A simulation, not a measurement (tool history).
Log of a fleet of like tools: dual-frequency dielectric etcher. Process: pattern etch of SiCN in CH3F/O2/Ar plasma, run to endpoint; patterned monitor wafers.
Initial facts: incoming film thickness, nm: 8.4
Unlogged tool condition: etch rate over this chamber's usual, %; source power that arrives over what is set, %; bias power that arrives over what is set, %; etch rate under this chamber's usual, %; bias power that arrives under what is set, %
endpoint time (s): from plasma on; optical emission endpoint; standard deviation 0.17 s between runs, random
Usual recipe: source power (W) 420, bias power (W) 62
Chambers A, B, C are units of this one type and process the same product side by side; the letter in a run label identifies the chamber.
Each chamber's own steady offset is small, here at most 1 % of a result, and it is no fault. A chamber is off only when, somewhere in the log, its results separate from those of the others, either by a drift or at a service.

run,hour,source power (W),bias power (W),hours since the last wet clean,hours since the last source power generator calibration,hours since the last bias power generator calibration,endpoint time (s)
1C,8.5,420,62,102.8,2580.2,1584.1,23.492
2A,18.3,420,62,456.9,671.0,996.3,22.922
3B,31.7,420,62,69.1,860.8,707.5,23.249
4A,42.8,420,62,481.4,695.5,1020.8,22.890
5C,56.0,420,62,150.3,2627.7,1631.6,23.284
6B,69.0,420,62,106.4,898.1,744.8,22.941
7A,81.7,420,62,520.3,734.4,1059.7,23.102
# hour 83.8: chamber A: wet clean of the chamber
8B,92.8,420,62,130.2,921.9,768.6,23.246
9C,104.9,420,62,199.2,2676.6,1680.5,23.231
10B,114.6,420,62,152.0,943.7,790.4,23.175
11A,130.0,420,62,46.2,782.7,1108.0,22.982
12C,140.8,420,62,235.1,2712.5,1716.4,23.550
13B,151.0,420,62,188.4,980.1,826.8,23.100
14C,163.4,420,62,257.7,2735.1,1739.0,23.503
15A,179.4,420,62,95.6,832.1,1157.4,22.742
16C,195.4,510,73,289.7,2767.1,1771.0,20.963
17B,205.3,510,73,242.7,1034.4,881.1,20.268
18A,214.3,510,73,130.5,867.0,1192.3,20.017
19C,221.8,420,62,316.1,2793.5,1797.4,23.749
20B,231.7,420,62,269.1,1060.8,907.5,23.163
21A,241.2,420,62,157.4,893.9,1219.2,23.128
22A,250.5,420,62,166.7,903.2,1228.5,23.061
23C,262.3,360,62,356.6,2834.0,1837.9,25.759
24B,275.7,360,62,313.1,1104.8,951.5,24.387
25B,283.9,360,62,321.3,1113.0,959.7,24.335

Is one chamber out of step, is the gauge drifting, or do the chambers differ by no more than their own small offsets? For an off chamber, give its letter and the likeliest cause.

One chamber, C, drifts off from the rest bit by bit.
Cause: etch rate under this chamber's usual, % = 5.26.

Below are 4 candidate recipes for chamber C's next run, each the usual settings with a change, their results shown as question marks. Which of them brings C's results back in line with what the other chambers give on the usual settings?
A result is in line if it is within this distance of the other chambers' mean on the usual settings: endpoint time (s) 0.610
26C-1,295.8,440,62,,,,?
26C-2,295.8,410,61,,,,?
26C-3,295.8,460,68,,,,?
26C-4,295.8,420,50,,,,?

On the usual settings, the other chambers give on average: endpoint time (s) 22.998
run,endpoint time (s)
26C-1,24.019
26C-2,24.800
26C-3,22.893
26C-4,26.233
Change 26C-3 lands the chamber within the allowed miss of the other chambers.
